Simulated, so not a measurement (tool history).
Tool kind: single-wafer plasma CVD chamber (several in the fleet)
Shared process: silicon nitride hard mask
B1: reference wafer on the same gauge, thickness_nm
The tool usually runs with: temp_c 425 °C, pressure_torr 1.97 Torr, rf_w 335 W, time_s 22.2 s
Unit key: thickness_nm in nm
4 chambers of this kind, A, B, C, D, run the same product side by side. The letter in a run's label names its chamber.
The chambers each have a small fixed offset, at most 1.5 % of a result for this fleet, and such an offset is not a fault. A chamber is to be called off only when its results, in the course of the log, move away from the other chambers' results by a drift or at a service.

Run 1A, hour 5.1: usual settings; B1 29.295. Result: thickness_nm 28.745 nm.
Run 2C, hour 7.5: usual settings; B1 29.297. Result: thickness_nm 28.51 nm.
Run 3B, hour 10.3: usual settings; B1 29.292. Result: thickness_nm 29.005 nm.
Run 4D, hour 13.8: usual settings; B1 29.299. Result: thickness_nm 28.763 nm.
Run 5C, hour 17.6: usual settings but time_s 18.8 s; B1 29.3. Result: thickness_nm 24.07 nm.
Run 6D, hour 21.9: usual settings but time_s 18.8 s; B1 29.307. Result: thickness_nm 24.307 nm.
Run 7A, hour 26.9: usual settings but time_s 18.8 s; B1 29.301. Result: thickness_nm 24.371 nm.
Run 8B, hour 30.8: usual settings but time_s 18.8 s; B1 29.292. Result: thickness_nm 24.757 nm.
Run 9B, hour 33.6: usual settings; B1 29.312. Result: thickness_nm 29.078 nm.
Run 10A, hour 36.9: usual settings; B1 29.296. Result: thickness_nm 28.776 nm.
Run 11D, hour 39.5: usual settings; B1 29.308. Result: thickness_nm 28.824 nm.
Run 12C, hour 43.4: usual settings; B1 29.278. Result: thickness_nm 28.611 nm.
Run 13A, hour 48: usual settings; B1 29.306. Result: thickness_nm 28.854 nm.
Run 14C, hour 52.2: usual settings; B1 29.311. Result: thickness_nm 28.602 nm.
Run 15B, hour 55.1: usual settings; B1 29.284. Result: thickness_nm 29.243 nm.
Run 16D, hour 58: usual settings; B1 29.299. Result: thickness_nm 28.801 nm.
Run 17D, hour 63.4: usual settings; B1 29.298. Result: thickness_nm 28.822 nm.
Run 18C, hour 66.1: usual settings; B1 29.301. Result: thickness_nm 28.522 nm.
Run 19A, hour 69.2: usual settings; B1 29.3. Result: thickness_nm 28.71 nm.
Run 20B, hour 73.3: usual settings; B1 29.292. Result: thickness_nm 29.174 nm.
Run 21C, hour 75.7: usual settings; B1 29.303. Result: thickness_nm 28.512 nm.
Run 22A, hour 79.3: usual settings; B1 29.294. Result: thickness_nm 28.813 nm.
Run 23D, hour 82.7: usual settings; B1 29.294. Result: thickness_nm 28.883 nm.
Run 24B, hour 85.7: usual settings; B1 29.299. Result: thickness_nm 29.021 nm.

What goes on in this fleet: one chamber off, a drifting gauge, or nothing beyond the chambers' own small offsets? Name the chamber and the cause, if any.

Beyond each chamber's small constant offset nothing stands out, and the gauge stays steady.
